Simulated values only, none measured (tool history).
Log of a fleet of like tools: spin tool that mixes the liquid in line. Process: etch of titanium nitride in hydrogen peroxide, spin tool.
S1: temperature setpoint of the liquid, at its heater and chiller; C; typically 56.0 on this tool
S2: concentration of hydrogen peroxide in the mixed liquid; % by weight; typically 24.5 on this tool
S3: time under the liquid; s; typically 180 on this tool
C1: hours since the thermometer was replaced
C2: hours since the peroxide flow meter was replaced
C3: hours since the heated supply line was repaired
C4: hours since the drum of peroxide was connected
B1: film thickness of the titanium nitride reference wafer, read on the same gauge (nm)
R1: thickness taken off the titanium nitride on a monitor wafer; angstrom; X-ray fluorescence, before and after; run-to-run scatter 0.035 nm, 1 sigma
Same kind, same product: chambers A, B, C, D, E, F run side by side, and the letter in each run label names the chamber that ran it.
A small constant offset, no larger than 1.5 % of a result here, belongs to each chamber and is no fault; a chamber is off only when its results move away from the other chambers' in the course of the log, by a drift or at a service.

run 1B hour=5.5 | S1=56.0 S2=24.5 S3=180 | C1=1616.4 C2=454.2 C3=768.8 C4=231.3 | B1=50.016 | R1=72.182
run 2A hour=9.5 | S1=56.0 S2=24.5 S3=180 | C1=992.1 C2=639.2 C3=2401.8 C4=145.5 | B1=49.977 | R1=70.772
run 3D hour=12.9 | S1=56.0 S2=24.5 S3=180 | C1=441.0 C2=43.1 C3=270.2 C4=1049.6 | B1=49.998 | R1=71.326
run 4F hour=17.8 | S1=56.0 S2=24.5 S3=180 | C1=1131.9 C2=666.0 C3=776.0 C4=1072.9 | B1=50.029 | R1=71.794
run 5E hour=23.0 | S1=56.0 S2=24.5 S3=180 | C1=582.0 C2=425.0 C3=2810.6 C4=232.7 | B1=50.044 | R1=72.060
run 6C hour=28.5 | S1=56.0 S2=24.5 S3=180 | C1=1038.5 C2=1672.2 C3=503.3 C4=66.5 | B1=49.971 | R1=71.975
run 7C hour=31.6 | S1=56.0 S2=24.5 S3=180 | C1=1041.6 C2=1675.3 C3=506.4 C4=69.6 | B1=50.013 | R1=72.323
run 8F hour=35.4 | S1=56.0 S2=24.5 S3=180 | C1=1149.5 C2=683.6 C3=793.6 C4=1090.5 | B1=50.008 | R1=72.258
run 9D hour=38.5 | S1=56.0 S2=24.5 S3=180 | C1=466.6 C2=68.7 C3=295.8 C4=1075.2 | B1=49.987 | R1=71.117
run 10B hour=41.9 | S1=56.0 S2=24.5 S3=180 | C1=1652.8 C2=490.6 C3=805.2 C4=267.7 | B1=49.991 | R1=72.214
run 11A hour=45.7 | S1=56.0 S2=24.5 S3=180 | C1=1028.3 C2=675.4 C3=2438.0 C4=181.7 | B1=50.009 | R1=71.338
run 12E hour=50.3 | S1=56.0 S2=24.5 S3=180 | C1=609.3 C2=452.3 C3=2837.9 C4=260.0 | B1=49.997 | R1=71.628
-- hour=51.7 chamber D: new drum of peroxide connected
run 13A hour=53.0 | S1=56.0 S2=24.5 S3=180 | C1=1035.6 C2=682.7 C3=2445.3 C4=189.0 | B1=49.982 | R1=71.391
run 14F hour=58.3 | S1=56.0 S2=24.5 S3=180 | C1=1172.4 C2=706.5 C3=816.5 C4=1113.4 | B1=50.036 | R1=72.026
run 15D hour=61.7 | S1=56.0 S2=24.5 S3=180 | C1=489.8 C2=91.9 C3=319.0 C4=10.1 | B1=50.007 | R1=71.157
run 16C hour=64.5 | S1=65.0 S2=30.0 S3=180 | C1=1074.5 C2=1708.2 C3=539.3 C4=102.5 | B1=50.007 | R1=139.220
run 17E hour=70.0 | S1=65.0 S2=30.0 S3=180 | C1=629.0 C2=472.0 C3=2857.6 C4=279.7 | B1=49.960 | R1=136.790
-- hour=70.7 chamber B: new drum of peroxide connected
run 18B hour=75.5 | S1=65.0 S2=30.0 S3=180 | C1=1686.4 C2=524.2 C3=838.8 C4=4.9 | B1=49.976 | R1=137.090
run 19A hour=79.1 | S1=65.0 S2=30.0 S3=180 | C1=1061.7 C2=708.8 C3=2471.4 C4=215.1 | B1=49.947 | R1=134.870
run 20C hour=82.9 | S1=65.0 S2=30.0 S3=180 | C1=1092.9 C2=1726.6 C3=557.7 C4=120.9 | B1=49.974 | R1=140.400
run 21F hour=87.9 | S1=65.0 S2=30.0 S3=180 | C1=1202.0 C2=736.1 C3=846.1 C4=1143.0 | B1=49.982 | R1=139.790
run 22B hour=90.6 | S1=56.0 S2=24.5 S3=105 | C1=1701.5 C2=539.3 C3=853.9 C4=20.0 | B1=49.995 | R1=42.494
run 23D hour=93.1 | S1=56.0 S2=24.5 S3=105 | C1=521.2 C2=123.3 C3=350.4 C4=41.5 | B1=50.044 | R1=40.219
-- hour=93.8 chamber D: thermometer replaced
-- hour=95.7 chamber C: thermometer replaced
run 24E hour=96.1 | S1=56.0 S2=24.5 S3=105 | C1=655.1 C2=498.1 C3=2883.7 C4=305.8 | B1=49.989 | R1=41.549
run 25E hour=99.1 | S1=56.0 S2=24.5 S3=105 | C1=658.1 C2=501.1 C3=2886.7 C4=308.8 | B1=49.979 | R1=41.908
run 26B hour=104.2 | S1=56.0 S2=24.5 S3=105 | C1=1715.1 C2=552.9 C3=867.5 C4=33.6 | B1=49.976 | R1=42.320
run 27F hour=107.9 | S1=56.0 S2=24.5 S3=105 | C1=1222.0 C2=756.1 C3=866.1 C4=1163.0 | B1=49.999 | R1=41.925
run 28D hour=111.5 | S1=56.0 S2=24.5 S3=180 | C1=17.8 C2=141.7 C3=368.8 C4=59.9 | B1=49.988 | R1=68.512
run 29C hour=116.6 | S1=56.0 S2=24.5 S3=180 | C1=21.0 C2=1760.3 C3=591.4 C4=154.6 | B1=49.985 | R1=72.204
run 30A hour=121.2 | S1=56.0 S2=24.5 S3=180 | C1=1103.8 C2=750.9 C3=2513.5 C4=257.2 | B1=50.012 | R1=71.523
run 31C hour=123.7 | S1=56.0 S2=24.5 S3=180 | C1=28.1 C2=1767.4 C3=598.5 C4=161.7 | B1=50.019 | R1=73.358
-- hour=124.1 chamber B: thermometer replaced
run 32F hour=127.2 | S1=56.0 S2=24.5 S3=180 | C1=1241.3 C2=775.4 C3=885.4 C4=1182.3 | B1=49.982 | R1=72.040
run 33D hour=132.8 | S1=56.0 S2=24.5 S3=180 | C1=39.1 C2=163.0 C3=390.1 C4=81.2 | B1=50.018 | R1=67.798
run 34E hour=136.5 | S1=56.0 S2=24.5 S3=180 | C1=695.5 C2=538.5 C3=2924.1 C4=346.2 | B1=49.979 | R1=71.210
run 35A hour=139.0 | S1=56.0 S2=24.5 S3=180 | C1=1121.6 C2=768.7 C3=2531.3 C4=275.0 | B1=49.993 | R1=70.755
run 36B hour=142.2 | S1=62.5 S2=29.5 S3=180 | C1=18.2 C2=590.9 C3=905.5 C4=71.6 | B1=50.013 | R1=116.730

Next, every chamber runs the same settings. What will each give?
run 37A hour=146.2 | S1=56.0 S2=24.5 S3=180 | R1=?
run 37B hour=146.2 | S1=56.0 S2=24.5 S3=180 | R1=?
run 37C hour=146.2 | S1=56.0 S2=24.5 S3=180 | R1=?
run 37D hour=146.2 | S1=56.0 S2=24.5 S3=180 | R1=?
run 37E hour=146.2 | S1=56.0 S2=24.5 S3=180 | R1=?
run 37F hour=146.2 | S1=56.0 S2=24.5 S3=180 | R1=?

run=37A R1=71.646
run=37B R1=72.431
run=37C R1=72.394
run=37D R1=66.649
run=37E R1=71.490
run=37F R1=71.446
